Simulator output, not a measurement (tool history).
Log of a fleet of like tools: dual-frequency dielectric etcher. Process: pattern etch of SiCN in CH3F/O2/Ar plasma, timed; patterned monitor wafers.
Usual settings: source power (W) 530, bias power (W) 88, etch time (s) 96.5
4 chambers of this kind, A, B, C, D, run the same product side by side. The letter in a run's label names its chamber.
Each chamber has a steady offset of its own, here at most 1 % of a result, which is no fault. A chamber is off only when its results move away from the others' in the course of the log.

run   hour  source power (W)  bias power (W)  etch time (s)  read-back reference wafer on the same gauge, depth_nm  mean etch depth across the wafer (Å)
 1C    5.8               530              88           96.5                                                 51.594                                436.61
 2D   11.8               530              88           96.5                                                 51.584                                428.95
 3A     18               530              88           96.5                                                 51.607                                   433
 4B   20.9               530              88           96.5                                                 51.596                                434.77
 5A   24.5               530              88           96.5                                                 51.586                                433.42
 6B   29.3               530              88           96.5                                                 51.629                                434.79
 7D   35.5               420              88           96.5                                                 51.598                                 394.9
 8C   39.6               420              88           96.5                                                 51.627                                401.45
 9B   44.7               420              88           96.5                                                  51.59                                398.06
10D     49               420              88           96.5                                                 51.613                                394.89
11C     54               530              88           96.5                                                 51.591                                436.25
12A     59               530              88           96.5                                                 51.571                                433.35
13A   64.3               530              88           96.5                                                  51.59                                434.25
14C   70.3               530              88           96.5                                                 51.591                                 438.6
15B   74.6               530              88           96.5                                                 51.624                                 435.3
16D   80.3               530              88           96.5                                                 51.607                                430.03
17C   85.9               530              88           96.5                                                 51.602                                434.92
18A   91.5               530              88           96.5                                                 51.615                                432.57
19D   94.4               530             107           96.5                                                 51.608                                461.62
20B   99.2               530             107           96.5                                                 51.608                                   466
21C  102.3               530             107           96.5                                                 51.598                                470.62
22D  107.7               530             107           96.5                                                  51.62                                463.58
23B  112.1               530              88           96.5                                                 51.589                                433.49
24A  117.4               530              88           96.5                                                 51.613                                431.26
25A  122.7               530              88           96.5                                                 51.639                                433.42
26D  125.7               530              88           96.5                                                 51.618                                 431.3

Is one chamber off against the others, does the gauge drift, or is nothing wrong? If a chamber is off, say which, and what the likeliest cause is.

No chamber stands off beyond its own small offset, and the gauge holds steady.

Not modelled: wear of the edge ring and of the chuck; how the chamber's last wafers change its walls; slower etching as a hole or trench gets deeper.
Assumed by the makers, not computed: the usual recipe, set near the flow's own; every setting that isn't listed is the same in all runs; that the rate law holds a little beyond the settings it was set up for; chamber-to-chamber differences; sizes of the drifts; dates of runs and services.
